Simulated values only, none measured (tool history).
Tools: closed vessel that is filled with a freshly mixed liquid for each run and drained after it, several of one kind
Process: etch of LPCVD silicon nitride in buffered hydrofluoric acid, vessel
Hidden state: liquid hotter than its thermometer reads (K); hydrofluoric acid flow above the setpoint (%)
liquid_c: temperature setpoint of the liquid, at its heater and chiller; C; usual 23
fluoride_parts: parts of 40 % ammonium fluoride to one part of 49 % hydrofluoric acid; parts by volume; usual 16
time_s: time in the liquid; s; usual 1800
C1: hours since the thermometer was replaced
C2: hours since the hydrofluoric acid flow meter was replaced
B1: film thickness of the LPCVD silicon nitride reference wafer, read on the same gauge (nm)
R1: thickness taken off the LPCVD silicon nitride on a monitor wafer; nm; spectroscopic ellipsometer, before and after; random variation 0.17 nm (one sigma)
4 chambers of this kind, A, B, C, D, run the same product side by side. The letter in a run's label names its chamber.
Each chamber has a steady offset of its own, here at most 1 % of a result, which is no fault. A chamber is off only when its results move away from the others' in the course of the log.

-- day=0.038 chamber D: hydrofluoric acid flow meter replaced
run 1B day=0.229 | liquid_c=23 fluoride_parts=16 time_s=1800 | C1=829 C2=202.2 | B1=150 | R1=17.562
run 2D day=0.371 | liquid_c=23 fluoride_parts=16 time_s=1800 | C1=459.5 C2=8.1 | B1=150 | R1=17.61
run 3A day=0.55 | liquid_c=23 fluoride_parts=16 time_s=1800 | C1=1525.4 C2=614.9 | B1=150.03 | R1=17.302
run 4C day=0.8 | liquid_c=23 fluoride_parts=16 time_s=1800 | C1=1449.2 C2=419.8 | B1=149.99 | R1=17.242
run 5A day=0.967 | liquid_c=23 fluoride_parts=16 time_s=1800 | C1=1535.4 C2=624.9 | B1=149.95 | R1=17.101
run 6D day=1.15 | liquid_c=23 fluoride_parts=16 time_s=1800 | C1=478.2 C2=26.8 | B1=150 | R1=17.08
run 7C day=1.308 | liquid_c=23 fluoride_parts=16 time_s=1800 | C1=1461.4 C2=432 | B1=150.02 | R1=17.311
run 8B day=1.521 | liquid_c=23 fluoride_parts=16 time_s=1800 | C1=860 C2=233.2 | B1=149.97 | R1=17.361
run 9D day=1.821 | liquid_c=23 fluoride_parts=16 time_s=1800 | C1=494.3 C2=42.9 | B1=150.03 | R1=17.244
run 10A day=2.008 | liquid_c=23 fluoride_parts=16 time_s=1800 | C1=1560.4 C2=649.9 | B1=149.99 | R1=17.346
run 11C day=2.279 | liquid_c=23 fluoride_parts=16 time_s=1800 | C1=1484.7 C2=455.3 | B1=149.96 | R1=17.213
run 12B day=2.446 | liquid_c=23 fluoride_parts=16 time_s=1800 | C1=882.2 C2=255.4 | B1=149.98 | R1=17.559
run 13C day=2.721 | liquid_c=23 fluoride_parts=16 time_s=1800 | C1=1495.3 C2=465.9 | B1=149.99 | R1=16.948
run 14B day=2.962 | liquid_c=23 fluoride_parts=16 time_s=1800 | C1=894.6 C2=267.8 | B1=150.04 | R1=18.152
run 15A day=3.167 | liquid_c=23 fluoride_parts=16 time_s=1800 | C1=1588.2 C2=677.7 | B1=150.01 | R1=17.274
run 16D day=3.433 | liquid_c=23 fluoride_parts=16 time_s=1800 | C1=533 C2=81.6 | B1=149.96 | R1=17.028
run 17D day=3.758 | liquid_c=20 fluoride_parts=16 time_s=2605 | C1=540.8 C2=89.4 | B1=149.98 | R1=21.171
run 18C day=4.062 | liquid_c=20 fluoride_parts=16 time_s=2605 | C1=1527.5 C2=498.1 | B1=149.99 | R1=21.261
run 19B day=4.379 | liquid_c=20 fluoride_parts=16 time_s=2605 | C1=928.6 C2=301.8 | B1=149.95 | R1=22.014
run 20A day=4.567 | liquid_c=20 fluoride_parts=16 time_s=2605 | C1=1621.8 C2=711.3 | B1=150.02 | R1=20.936
run 21C day=4.721 | liquid_c=23 fluoride_parts=16 time_s=1800 | C1=1543.3 C2=513.9 | B1=150.01 | R1=17.443
run 22B day=4.996 | liquid_c=23 fluoride_parts=16 time_s=1800 | C1=943.4 C2=316.6 | B1=150.02 | R1=18.485
run 23D day=5.229 | liquid_c=23 fluoride_parts=21.5 time_s=1800 | C1=576.1 C2=124.7 | B1=150.01 | R1=13.055
run 24A day=5.488 | liquid_c=23 fluoride_parts=21.5 time_s=1800 | C1=1643.9 C2=733.4 | B1=150.02 | R1=13.11
run 25B day=5.788 | liquid_c=23 fluoride_parts=21.5 time_s=1800 | C1=962.4 C2=335.6 | B1=149.98 | R1=13.912
run 26D day=5.962 | liquid_c=23 fluoride_parts=21.5 time_s=1800 | C1=593.7 C2=142.3 | B1=150.04 | R1=13.17
run 27C day=6.133 | liquid_c=23 fluoride_parts=16 time_s=1800 | C1=1577.2 C2=547.8 | B1=150.01 | R1=17.423
run 28A day=6.362 | liquid_c=23 fluoride_parts=16 time_s=2430 | C1=1664.9 C2=754.4 | B1=150 | R1=23.674
run 29D day=6.629 | liquid_c=23 fluoride_parts=16 time_s=2430 | C1=609.7 C2=158.3 | B1=150.01 | R1=23.166
run 30A day=6.9 | liquid_c=23 fluoride_parts=16 time_s=2430 | C1=1677.8 C2=767.3 | B1=150.01 | R1=23.5
run 31B day=7.079 | liquid_c=23 fluoride_parts=16 time_s=2430 | C1=993.4 C2=366.6 | B1=150.01 | R1=25.342
run 32C day=7.279 | liquid_c=23 fluoride_parts=16 time_s=1800 | C1=1604.7 C2=575.3 | B1=150 | R1=17.393
run 33D day=7.433 | liquid_c=23 fluoride_parts=16 time_s=1800 | C1=629 C2=177.6 | B1=150 | R1=17.405
run 34B day=7.725 | liquid_c=20.5 fluoride_parts=16 time_s=1800 | C1=1008.9 C2=382.1 | B1=149.96 | R1=16.707
run 35C day=8.042 | liquid_c=20.5 fluoride_parts=16 time_s=1800 | C1=1623 C2=593.6 | B1=149.99 | R1=15.255
run 36A day=8.258 | liquid_c=20.5 fluoride_parts=16 time_s=1800 | C1=1710.4 C2=799.9 | B1=149.97 | R1=14.885

Next, every chamber runs the same settings. What will each give?
run 37A day=8.496 | liquid_c=23 fluoride_parts=16 time_s=1800 | R1=?
run 37B day=8.496 | liquid_c=23 fluoride_parts=16 time_s=1800 | R1=?
run 37C day=8.496 | liquid_c=23 fluoride_parts=16 time_s=1800 | R1=?
run 37D day=8.496 | liquid_c=23 fluoride_parts=16 time_s=1800 | R1=?

run=37A R1=17.019
run=37B R1=19.074
run=37C R1=17.38
run=37D R1=17.435
